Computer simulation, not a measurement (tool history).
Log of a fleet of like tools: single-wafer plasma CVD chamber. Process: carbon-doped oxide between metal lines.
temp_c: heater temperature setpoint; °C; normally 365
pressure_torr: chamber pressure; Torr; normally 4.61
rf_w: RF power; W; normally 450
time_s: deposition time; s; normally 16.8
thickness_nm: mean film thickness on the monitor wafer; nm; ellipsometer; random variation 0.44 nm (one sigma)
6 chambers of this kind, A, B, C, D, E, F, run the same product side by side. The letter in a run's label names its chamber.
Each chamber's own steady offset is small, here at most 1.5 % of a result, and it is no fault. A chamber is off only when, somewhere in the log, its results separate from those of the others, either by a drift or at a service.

| run | hour | temp_c | pressure_torr | rf_w | time_s | read-back reference wafer on the same gauge, thickness_nm | thickness_nm |
|---|---|---|---|---|---|---|---|
| 1F | 15.2 | 365 | 4.61 | 450 | 16.8 | 64.675 | 76.648 |
| 2E | 31.0 | 365 | 4.61 | 450 | 16.8 | 64.605 | 76.987 |
| 3A | 43.1 | 365 | 4.61 | 450 | 16.8 | 64.668 | 76.855 |
| 4C | 51.9 | 365 | 4.61 | 450 | 16.8 | 64.625 | 77.590 |
| 5B | 68.1 | 365 | 4.61 | 450 | 16.8 | 64.574 | 75.756 |
| 6D | 79.9 | 360 | 4.61 | 375 | 16.8 | 64.610 | 69.471 |
| 7C | 92.9 | 360 | 4.61 | 375 | 16.8 | 64.553 | 68.672 |
| 8F | 108.2 | 360 | 4.61 | 375 | 16.8 | 64.609 | 67.717 |
| 9A | 121.1 | 360 | 4.61 | 375 | 16.8 | 64.588 | 67.315 |
| 10B | 135.6 | 360 | 4.61 | 375 | 16.8 | 64.542 | 66.736 |
| 11D | 146.5 | 360 | 4.61 | 375 | 16.8 | 64.574 | 68.599 |
| 12E | 154.0 | 365 | 4.61 | 450 | 16.8 | 64.565 | 77.418 |
| 13B | 168.4 | 365 | 4.61 | 450 | 16.8 | 64.660 | 75.650 |
|  | 174.9 | chamber C: thermocouple changed; heater temperature recalibrated |
| 14C | 181.9 | 365 | 4.61 | 450 | 16.8 | 64.593 | 77.074 |
| 15E | 195.6 | 365 | 4.61 | 450 | 16.8 | 64.700 | 76.478 |
| 16D | 206.6 | 365 | 4.61 | 450 | 16.8 | 64.579 | 78.257 |
| 17A | 219.0 | 365 | 4.61 | 450 | 16.8 | 64.568 | 76.424 |
| 18F | 232.9 | 365 | 4.61 | 450 | 16.8 | 64.488 | 76.236 |
| 19F | 244.1 | 365 | 4.61 | 450 | 19.7 | 64.614 | 90.186 |
| 20D | 251.8 | 365 | 4.61 | 450 | 19.7 | 64.563 | 90.883 |
| 21B | 266.2 | 365 | 4.61 | 450 | 19.7 | 64.601 | 89.172 |
| 22E | 281.5 | 365 | 4.61 | 450 | 19.7 | 64.560 | 90.526 |
| 23C | 295.8 | 365 | 4.61 | 450 | 19.7 | 64.543 | 91.027 |
| 24A | 304.3 | 365 | 4.61 | 450 | 19.7 | 64.613 | 90.320 |
| 25D | 313.2 | 365 | 4.61 | 450 | 16.8 | 64.664 | 78.142 |
| 26B | 326.3 | 365 | 4.61 | 510 | 16.8 | 64.617 | 82.493 |
| 27E | 335.1 | 365 | 4.61 | 510 | 16.8 | 64.574 | 83.694 |
| 28F | 347.6 | 365 | 4.61 | 510 | 16.8 | 64.665 | 83.108 |
|  | 355.7 | chamber F: RF generator calibrated |
| 29A | 362.1 | 365 | 4.61 | 510 | 16.8 | 64.600 | 83.511 |
|  | 363.3 | chamber B: RF generator calibrated |
| 30C | 372.0 | 365 | 4.61 | 510 | 16.8 | 64.610 | 84.837 |
| 31C | 385.2 | 365 | 4.61 | 510 | 16.8 | 64.581 | 84.165 |
| 32B | 396.7 | 365 | 4.61 | 450 | 16.8 | 64.554 | 76.449 |
| 33F | 406.9 | 365 | 4.61 | 450 | 16.8 | 64.602 | 77.780 |
| 34A | 414.5 | 365 | 4.61 | 450 | 16.8 | 64.603 | 77.232 |
| 35E | 421.6 | 365 | 4.61 | 450 | 16.8 | 64.672 | 77.415 |
| 36D | 429.0 | 375 | 5.01 | 450 | 16.8 | 64.646 | 76.012 |
| 37A | 439.9 | 375 | 5.01 | 450 | 16.8 | 64.646 | 76.672 |
| 38B | 452.4 | 375 | 5.01 | 450 | 16.8 | 64.524 | 75.092 |
| 39E | 465.9 | 375 | 5.01 | 450 | 16.8 | 64.730 | 76.208 |
| 40C | 478.5 | 375 | 5.01 | 450 | 16.8 | 64.684 | 76.518 |
| 41D | 489.0 | 375 | 5.01 | 450 | 16.8 | 64.620 | 76.567 |

All chambers now run identical settings, listed one chamber a line with results as question marks. What results will each chamber show?
| 42A | 500.7 | 365 | 4.61 | 450 | 16.8 |  | ? |
| 42B | 500.7 | 365 | 4.61 | 450 | 16.8 |  | ? |
| 42C | 500.7 | 365 | 4.61 | 450 | 16.8 |  | ? |
| 42D | 500.7 | 365 | 4.61 | 450 | 16.8 |  | ? |
| 42E | 500.7 | 365 | 4.61 | 450 | 16.8 |  | ? |
| 42F | 500.7 | 365 | 4.61 | 450 | 16.8 |  | ? |

| run | thickness_nm |
|---|---|
| 42A | 76.478 |
| 42B | 75.732 |
| 42C | 78.470 |
| 42D | 78.314 |
| 42E | 76.743 |
| 42F | 75.989 |
